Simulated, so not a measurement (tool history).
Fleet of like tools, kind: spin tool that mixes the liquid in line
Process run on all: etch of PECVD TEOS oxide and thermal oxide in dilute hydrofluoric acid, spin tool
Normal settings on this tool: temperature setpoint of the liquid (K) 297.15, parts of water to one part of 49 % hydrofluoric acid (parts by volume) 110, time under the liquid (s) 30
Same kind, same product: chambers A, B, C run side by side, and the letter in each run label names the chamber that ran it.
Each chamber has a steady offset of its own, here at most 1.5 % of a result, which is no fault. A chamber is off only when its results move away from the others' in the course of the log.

| run | hour | temperature setpoint of the liquid (K) | parts of water to one part of 49 % hydrofluoric acid (parts by volume) | time under the liquid (s) | read-back film thickness of the PECVD TEOS oxide reference wafer, read on the same gauge (nm) | read-back film thickness of the thermal oxide reference wafer, read on the same gauge (nm) | thickness taken off the PECVD TEOS oxide on a monitor wafer (angstrom) | thickness taken off the thermal oxide on a monitor wafer (angstrom) |
|---|---|---|---|---|---|---|---|---|
| 1C | 9.9 | 297.15 | 110 | 30 | 120.01 | 140.01 | 64.993 | 12.9820 |
| 2A | 16.5 | 297.15 | 110 | 30 | 120.01 | 140.01 | 65.327 | 12.7710 |
| 3B | 27.8 | 297.15 | 110 | 30 | 120.01 | 139.99 | 64.250 | 12.6530 |
| 4C | 37.6 | 297.15 | 110 | 30 | 120.00 | 139.97 | 65.783 | 12.3410 |
| 5B | 49.0 | 294.65 | 110 | 15 | 120.02 | 140.00 | 29.076 | 5.6344 |
| 6A | 57.6 | 294.65 | 110 | 15 | 120.01 | 140.00 | 29.558 | 5.5155 |
| 7C | 64.1 | 294.65 | 110 | 15 | 120.02 | 139.99 | 29.334 | 5.7351 |
| 8B | 77.1 | 297.15 | 110 | 30 | 119.99 | 139.99 | 64.779 | 12.6920 |
| 9A | 86.7 | 297.15 | 110 | 30 | 120.01 | 139.99 | 65.280 | 12.2770 |
| 10B | 97.1 | 297.15 | 110 | 30 | 120.01 | 139.99 | 64.186 | 12.7410 |
| 11C | 104.9 | 301.15 | 130 | 30 | 120.00 | 140.01 | 62.892 | 12.2360 |
| 12A | 110.9 | 301.15 | 130 | 30 | 120.00 | 140.01 | 63.222 | 11.9460 |
| 13A | 117.9 | 301.15 | 130 | 30 | 120.01 | 139.99 | 62.095 | 11.6640 |
| 14B | 125.3 | 297.15 | 110 | 30 | 119.98 | 139.99 | 64.424 | 12.7830 |
| 15C | 136.7 | 297.15 | 110 | 30 | 120.00 | 139.99 | 65.469 | 12.5050 |
| 16A | 149.7 | 297.15 | 110 | 30 | 119.99 | 139.98 | 65.365 | 12.2890 |
| 17C | 156.2 | 297.15 | 110 | 30 | 119.98 | 140.00 | 65.534 | 12.3300 |
| 18B | 168.8 | 297.15 | 110 | 20 | 119.96 | 140.00 | 42.762 | 8.3696 |
| 19B | 175.5 | 297.15 | 110 | 20 | 120.02 | 139.98 | 42.885 | 8.4132 |
| 20A | 182.4 | 297.15 | 110 | 20 | 120.01 | 139.99 | 43.413 | 8.3265 |
|  | 189.6 | chamber C: thermometer replaced |
| 21C | 192.2 | 301.15 | 110 | 20 | 120.02 | 140.00 | 50.682 | 9.3872 |
|  | 197.5 | chamber A: thermometer replaced |
| 22B | 201.0 | 301.15 | 110 | 20 | 120.03 | 139.99 | 50.636 | 9.2826 |
| 23A | 213.9 | 301.15 | 110 | 20 | 120.04 | 139.99 | 51.148 | 9.3150 |
| 24C | 224.0 | 297.15 | 110 | 30 | 120.03 | 139.99 | 65.285 | 11.9510 |
| 25B | 231.2 | 297.15 | 110 | 30 | 119.99 | 140.00 | 64.430 | 11.8410 |
|  | 232.6 | chamber C: hydrofluoric acid flow meter replaced |
| 26C | 243.5 | 297.15 | 135 | 30 | 119.99 | 139.98 | 51.932 | 9.9427 |
| 27A | 252.9 | 297.15 | 135 | 30 | 119.99 | 139.99 | 51.949 | 9.7723 |
| 28C | 259.7 | 297.15 | 135 | 30 | 119.99 | 139.99 | 51.865 | 9.8403 |
| 29A | 266.6 | 297.15 | 110 | 30 | 120.01 | 140.00 | 64.941 | 12.0920 |
| 30B | 279.4 | 297.15 | 110 | 30 | 120.00 | 140.00 | 64.648 | 12.6570 |
| 31B | 291.0 | 297.15 | 110 | 25 | 120.00 | 140.00 | 53.985 | 10.5790 |
| 32A | 301.2 | 297.15 | 110 | 25 | 119.98 | 139.99 | 54.254 | 10.2020 |
| 33C | 307.6 | 297.15 | 110 | 25 | 120.01 | 139.98 | 54.037 | 10.1670 |
| 34B | 320.5 | 297.15 | 110 | 30 | 119.96 | 140.01 | 64.279 | 12.9790 |
| 35A | 330.5 | 297.15 | 110 | 30 | 120.01 | 140.01 | 65.299 | 11.9690 |
| 36C | 337.2 | 297.15 | 110 | 30 | 119.99 | 140.00 | 65.474 | 12.2720 |

Which is it: a chamber that has drifted or been left off by a service, a gauge drift common to all chambers, or only each chamber's usual small offset? If a chamber is off, name it and its likeliest cause.

No chamber is off and the gauge is stable; the differences are just each chamber's small, constant offset.
